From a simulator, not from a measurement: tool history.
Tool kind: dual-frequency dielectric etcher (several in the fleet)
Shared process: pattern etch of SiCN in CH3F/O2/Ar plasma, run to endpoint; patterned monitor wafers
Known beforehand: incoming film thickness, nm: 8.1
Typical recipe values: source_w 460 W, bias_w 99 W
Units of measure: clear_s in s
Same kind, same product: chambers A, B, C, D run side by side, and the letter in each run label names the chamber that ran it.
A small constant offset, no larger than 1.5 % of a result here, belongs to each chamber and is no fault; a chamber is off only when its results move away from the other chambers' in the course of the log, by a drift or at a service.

| run | hour | source_w | bias_w | hours since the last wet clean | hours since the last source power generator calibration | hours since the last bias power generator calibration | clear_s |
|---|---|---|---|---|---|---|---|
| 1C | 7.1 | 460 | 99 | 93.3 | 2688.9 | 1025.4 | 18.48 |
| 2D | 15.3 | 460 | 99 | 538.7 | 3274.8 | 729.5 | 18.24 |
| 3A | 22.3 | 460 | 99 | 204.7 | 3720.3 | 318.3 | 18.198 |
| 4B | 27.5 | 460 | 99 | 361.9 | 1557.1 | 1408 | 18.555 |
| 5D | 32.4 | 460 | 99 | 555.8 | 3291.9 | 746.6 | 18.316 |
| 6B | 36.1 | 460 | 99 | 370.5 | 1565.7 | 1416.6 | 18.523 |
| 7A | 42 | 460 | 99 | 224.4 | 3740 | 338 | 18.231 |
| 8C | 47.2 | 460 | 99 | 133.4 | 2729 | 1065.5 | 18.375 |
| 9B | 53.7 | 460 | 79 | 388.1 | 1583.3 | 1434.2 | 20.045 |
| 10A | 59.6 | 460 | 79 | 242 | 3757.6 | 355.6 | 19.783 |
| 11D | 64 | 460 | 79 | 587.4 | 3323.5 | 778.2 | 19.772 |
| 12C | 69.4 | 460 | 79 | 155.6 | 2751.2 | 1087.7 | 19.874 |
| 13C | 75.3 | 460 | 77 | 161.5 | 2757.1 | 1093.6 | 20.131 |
| 14D | 79.7 | 460 | 77 | 603.1 | 3339.2 | 793.9 | 20.102 |
| 15A | 84.1 | 460 | 77 | 266.5 | 3782.1 | 380.1 | 19.946 |
| 16B | 89.9 | 460 | 77 | 424.3 | 1619.5 | 1470.4 | 20.215 |
| 17D | 95.9 | 460 | 99 | 619.3 | 3355.4 | 810.1 | 18.316 |
| 18B | 103.3 | 460 | 99 | 437.7 | 1632.9 | 1483.8 | 18.526 |
|  | 104.5 | chamber D: wet clean of the chamber |
| 19A | 111.8 | 460 | 99 | 294.2 | 3809.8 | 407.8 | 18.08 |
| 20C | 116.5 | 460 | 99 | 202.7 | 2798.3 | 1134.8 | 18.329 |
| 21B | 120.7 | 460 | 99 | 455.1 | 1650.3 | 1501.2 | 18.493 |
| 22A | 124.8 | 460 | 99 | 307.2 | 3822.8 | 420.8 | 18.042 |
| 23D | 133.2 | 460 | 99 | 28.7 | 3392.7 | 847.4 | 18.29 |
| 24C | 138.3 | 460 | 99 | 224.5 | 2820.1 | 1156.6 | 18.285 |
| 25A | 145.8 | 460 | 99 | 328.2 | 3843.8 | 441.8 | 17.987 |

The same settings go to every chamber for the next run, one line per chamber below. Forecast the results for each:
| 26A | 151.9 | 560 | 99 |  |  |  | ? |
| 26B | 151.9 | 560 | 99 |  |  |  | ? |
| 26C | 151.9 | 560 | 99 |  |  |  | ? |
| 26D | 151.9 | 560 | 99 |  |  |  | ? |

| run | clear_s |
|---|---|
| 26A | 16.766 |
| 26B | 17.24 |
| 26C | 17.056 |
| 26D | 17.113 |

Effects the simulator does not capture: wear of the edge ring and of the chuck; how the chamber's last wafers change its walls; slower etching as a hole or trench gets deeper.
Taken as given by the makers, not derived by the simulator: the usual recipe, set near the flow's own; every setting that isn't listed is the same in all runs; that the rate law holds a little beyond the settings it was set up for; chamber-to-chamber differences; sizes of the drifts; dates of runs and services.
